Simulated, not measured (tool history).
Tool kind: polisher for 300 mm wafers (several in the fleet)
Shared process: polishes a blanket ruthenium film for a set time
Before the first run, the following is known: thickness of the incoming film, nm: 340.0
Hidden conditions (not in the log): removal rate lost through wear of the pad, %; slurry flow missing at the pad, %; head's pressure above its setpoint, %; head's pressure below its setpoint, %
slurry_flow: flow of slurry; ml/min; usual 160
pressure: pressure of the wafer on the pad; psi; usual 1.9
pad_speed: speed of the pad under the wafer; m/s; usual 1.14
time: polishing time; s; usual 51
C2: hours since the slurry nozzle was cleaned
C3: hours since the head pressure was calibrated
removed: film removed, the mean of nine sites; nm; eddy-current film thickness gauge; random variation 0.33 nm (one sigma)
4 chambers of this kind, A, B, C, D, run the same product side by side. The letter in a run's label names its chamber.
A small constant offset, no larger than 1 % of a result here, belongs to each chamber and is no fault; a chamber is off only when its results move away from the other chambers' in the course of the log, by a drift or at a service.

run 1A hour=6.6 | slurry_flow=160 pressure=1.9 pad_speed=1.14 time=51 | wafers_polished_on_this_pad=242 C2=21.6 C3=552.0 | removed=54.198
-- hour=8.3 chamber A: head pressure recalibrated
run 2B hour=17.0 | slurry_flow=160 pressure=1.9 pad_speed=1.14 time=51 | wafers_polished_on_this_pad=645 C2=79.7 C3=584.2 | removed=54.327
-- hour=24.5 chamber B: head pressure recalibrated
run 3D hour=29.6 | slurry_flow=160 pressure=1.9 pad_speed=1.14 time=51 | wafers_polished_on_this_pad=622 C2=285.9 C3=467.7 | removed=53.883
run 4C hour=36.2 | slurry_flow=160 pressure=1.9 pad_speed=1.14 time=51 | wafers_polished_on_this_pad=706 C2=446.6 C3=169.2 | removed=54.023
-- hour=37.9 chamber B: worn pad replaced by a new one
run 5D hour=44.8 | slurry_flow=210 pressure=1.9 pad_speed=1.14 time=42 | wafers_polished_on_this_pad=787 C2=301.1 C3=482.9 | removed=45.520
run 6A hour=53.9 | slurry_flow=210 pressure=1.9 pad_speed=1.14 time=42 | wafers_polished_on_this_pad=758 C2=68.9 C3=45.6 | removed=46.647
-- hour=56.7 chamber D: worn pad replaced by a new one
run 7B hour=60.8 | slurry_flow=210 pressure=1.9 pad_speed=1.14 time=42 | wafers_polished_on_this_pad=250 C2=123.5 C3=36.4 | removed=46.770
-- hour=62.6 chamber A: worn pad replaced by a new one
-- hour=68.6 chamber C: worn pad replaced by a new one
run 8C hour=70.7 | slurry_flow=210 pressure=1.9 pad_speed=1.14 time=42 | wafers_polished_on_this_pad=22 C2=481.1 C3=203.7 | removed=46.195
run 9B hour=79.8 | slurry_flow=160 pressure=1.2 pad_speed=1.14 time=51 | wafers_polished_on_this_pad=458 C2=142.5 C3=55.4 | removed=34.900
run 10D hour=91.7 | slurry_flow=160 pressure=1.2 pad_speed=1.14 time=51 | wafers_polished_on_this_pad=382 C2=348.0 C3=529.8 | removed=34.301
run 11C hour=98.8 | slurry_flow=160 pressure=1.2 pad_speed=1.14 time=51 | wafers_polished_on_this_pad=329 C2=509.2 C3=231.8 | removed=34.664
run 12A hour=105.2 | slurry_flow=160 pressure=1.2 pad_speed=1.14 time=51 | wafers_polished_on_this_pad=465 C2=120.2 C3=96.9 | removed=34.763
-- hour=112.5 chamber B: worn pad replaced by a new one
run 13D hour=119.4 | slurry_flow=160 pressure=1.9 pad_speed=1.14 time=51 | wafers_polished_on_this_pad=684 C2=375.7 C3=557.5 | removed=53.395
-- hour=132.3 chamber D: worn pad replaced by a new one
run 14A hour=132.4 | slurry_flow=160 pressure=1.9 pad_speed=1.14 time=51 | wafers_polished_on_this_pad=761 C2=147.4 C3=124.1 | removed=53.575
run 15C hour=146.6 | slurry_flow=160 pressure=1.9 pad_speed=1.14 time=51 | wafers_polished_on_this_pad=850 C2=557.0 C3=279.6 | removed=53.309
run 16B hour=154.8 | slurry_flow=160 pressure=1.9 pad_speed=1.14 time=51 | wafers_polished_on_this_pad=461 C2=217.5 C3=130.4 | removed=54.495
-- hour=162.8 chamber A: worn pad replaced by a new one
run 17C hour=166.7 | slurry_flow=160 pressure=1.9 pad_speed=1.14 time=51 | wafers_polished_on_this_pad=1070 C2=577.1 C3=299.7 | removed=53.884
-- hour=167.9 chamber C: worn pad replaced by a new one
run 18B hour=179.2 | slurry_flow=160 pressure=1.9 pad_speed=1.14 time=51 | wafers_polished_on_this_pad=727 C2=241.9 C3=154.8 | removed=54.637
run 19A hour=186.5 | slurry_flow=160 pressure=1.9 pad_speed=1.14 time=51 | wafers_polished_on_this_pad=259 C2=201.5 C3=178.2 | removed=53.675
run 20D hour=195.0 | slurry_flow=160 pressure=1.9 pad_speed=1.14 time=51 | wafers_polished_on_this_pad=684 C2=451.3 C3=633.1 | removed=52.878
run 21D hour=206.8 | slurry_flow=160 pressure=1.9 pad_speed=1.14 time=35 | wafers_polished_on_this_pad=813 C2=463.1 C3=644.9 | removed=36.154
-- hour=212.6 chamber B: worn pad replaced by a new one
run 22A hour=218.9 | slurry_flow=160 pressure=1.9 pad_speed=1.14 time=35 | wafers_polished_on_this_pad=613 C2=233.9 C3=210.6 | removed=37.295
-- hour=219.1 chamber D: worn pad replaced by a new one
run 23C hour=228.7 | slurry_flow=160 pressure=1.9 pad_speed=1.14 time=35 | wafers_polished_on_this_pad=664 C2=639.1 C3=361.7 | removed=36.823
run 24B hour=240.5 | slurry_flow=160 pressure=1.9 pad_speed=1.14 time=35 | wafers_polished_on_this_pad=305 C2=303.2 C3=216.1 | removed=37.415
run 25A hour=251.2 | slurry_flow=160 pressure=1.9 pad_speed=1.14 time=51 | wafers_polished_on_this_pad=965 C2=266.2 C3=242.9 | removed=54.047
-- hour=260.4 chamber A: worn pad replaced by a new one
run 26C hour=262.7 | slurry_flow=160 pressure=1.9 pad_speed=1.14 time=51 | wafers_polished_on_this_pad=1034 C2=673.1 C3=395.7 | removed=53.719
run 27D hour=269.5 | slurry_flow=160 pressure=1.9 pad_speed=1.14 time=51 | wafers_polished_on_this_pad=550 C2=525.8 C3=707.6 | removed=52.160
-- hour=279.6 chamber C: worn pad replaced by a new one
run 28B hour=280.6 | slurry_flow=160 pressure=1.9 pad_speed=1.14 time=51 | wafers_polished_on_this_pad=742 C2=343.3 C3=256.2 | removed=54.210
-- hour=283.4 chamber C: slurry nozzle cleaned
run 29D hour=287.8 | slurry_flow=160 pressure=1.9 pad_speed=1.14 time=51 | wafers_polished_on_this_pad=750 C2=544.1 C3=725.9 | removed=51.662
run 30C hour=295.4 | slurry_flow=160 pressure=1.9 pad_speed=1.14 time=51 | wafers_polished_on_this_pad=172 C2=12.0 C3=428.4 | removed=54.138
-- hour=296.1 chamber D: worn pad replaced by a new one
-- hour=302.7 chamber B: worn pad replaced by a new one
run 31A hour=305.0 | slurry_flow=160 pressure=1.9 pad_speed=1.14 time=51 | wafers_polished_on_this_pad=486 C2=320.0 C3=296.7 | removed=53.641
-- hour=313.8 chamber A: slurry nozzle cleaned
run 32B hour=314.6 | slurry_flow=160 pressure=1.9 pad_speed=1.14 time=51 | wafers_polished_on_this_pad=130 C2=377.3 C3=290.2 | removed=54.858
-- hour=322.8 chamber D: head pressure recalibrated
run 33C hour=325.3 | slurry_flow=160 pressure=1.9 pad_speed=1.14 time=51 | wafers_polished_on_this_pad=498 C2=41.9 C3=458.3 | removed=54.869
run 34B hour=337.1 | slurry_flow=120 pressure=1.9 pad_speed=1.14 time=51 | wafers_polished_on_this_pad=375 C2=399.8 C3=312.7 | removed=51.151
run 35A hour=343.7 | slurry_flow=120 pressure=1.9 pad_speed=1.14 time=51 | wafers_polished_on_this_pad=908 C2=29.9 C3=335.4 | removed=51.245
-- hour=345.9 chamber A: worn pad replaced by a new one
run 36D hour=352.7 | slurry_flow=120 pressure=1.9 pad_speed=1.14 time=51 | wafers_polished_on_this_pad=617 C2=609.0 C3=30.0 | removed=47.810
run 37D hour=360.9 | slurry_flow=120 pressure=1.9 pad_speed=1.14 time=51 | wafers_polished_on_this_pad=707 C2=617.2 C3=38.2 | removed=47.490
run 38A hour=368.4 | slurry_flow=160 pressure=1.9 pad_speed=1.14 time=51 | wafers_polished_on_this_pad=246 C2=54.6 C3=360.1 | removed=54.393
-- hour=374.2 chamber D: worn pad replaced by a new one
run 39C hour=382.3 | slurry_flow=160 pressure=1.9 pad_speed=1.14 time=51 | wafers_polished_on_this_pad=1120 C2=98.9 C3=515.3 | removed=53.808
-- hour=383.8 chamber B: worn pad replaced by a new one
run 40B hour=392.8 | slurry_flow=160 pressure=1.9 pad_speed=1.14 time=51 | wafers_polished_on_this_pad=98 C2=455.5 C3=368.4 | removed=53.794
run 41B hour=403.0 | slurry_flow=160 pressure=1.9 pad_speed=1.14 time=51 | wafers_polished_on_this_pad=210 C2=465.7 C3=378.6 | removed=54.187
-- hour=406.6 chamber C: worn pad replaced by a new one
run 42C hour=412.6 | slurry_flow=160 pressure=1.9 pad_speed=1.14 time=51 | wafers_polished_on_this_pad=66 C2=129.2 C3=545.6 | removed=53.850
run 43D hour=423.6 | slurry_flow=115 pressure=1.9 pad_speed=1.14 time=58 | wafers_polished_on_this_pad=539 C2=679.9 C3=100.9 | removed=52.231
-- hour=433.8 chamber A: worn pad replaced by a new one
run 44A hour=436.8 | slurry_flow=115 pressure=1.9 pad_speed=1.14 time=58 | wafers_polished_on_this_pad=33 C2=123.0 C3=428.5 | removed=58.039

Is one chamber out of step, is the gauge drifting, or do the chambers differ by no more than their own small offsets? For an off chamber, give its letter and the likeliest cause.

Chamber D drifts away from the others.
Cause: slurry flow missing at the pad, % = 32.3.

Here are 4 candidates for chamber D's next run, each the usual settings with a change, their results left as question marks. Which one brings its results back in line with what the others give on the usual settings?
In line here means within this much of the mean the other chambers give on the usual settings: removed 1.200 nm
run 45D-1 hour=447.1 | slurry_flow=160 pressure=1.9 pad_speed=1.20 time=53 | removed=?
run 45D-2 hour=447.1 | slurry_flow=160 pressure=1.9 pad_speed=1.12 time=50 | removed=?
run 45D-3 hour=447.1 | slurry_flow=160 pressure=1.9 pad_speed=1.16 time=52 | removed=?
run 45D-4 hour=447.1 | slurry_flow=160 pressure=1.8 pad_speed=1.12 time=50 | removed=?

Usual-settings mean across the other chambers: removed 54.303 nm
run=45D-1 removed=54.382
run=45D-2 removed=47.879
run=45D-3 removed=51.575
run=45D-4 removed=45.358
The right change is 45D-1: it brings the chamber back within the allowed miss of the others.

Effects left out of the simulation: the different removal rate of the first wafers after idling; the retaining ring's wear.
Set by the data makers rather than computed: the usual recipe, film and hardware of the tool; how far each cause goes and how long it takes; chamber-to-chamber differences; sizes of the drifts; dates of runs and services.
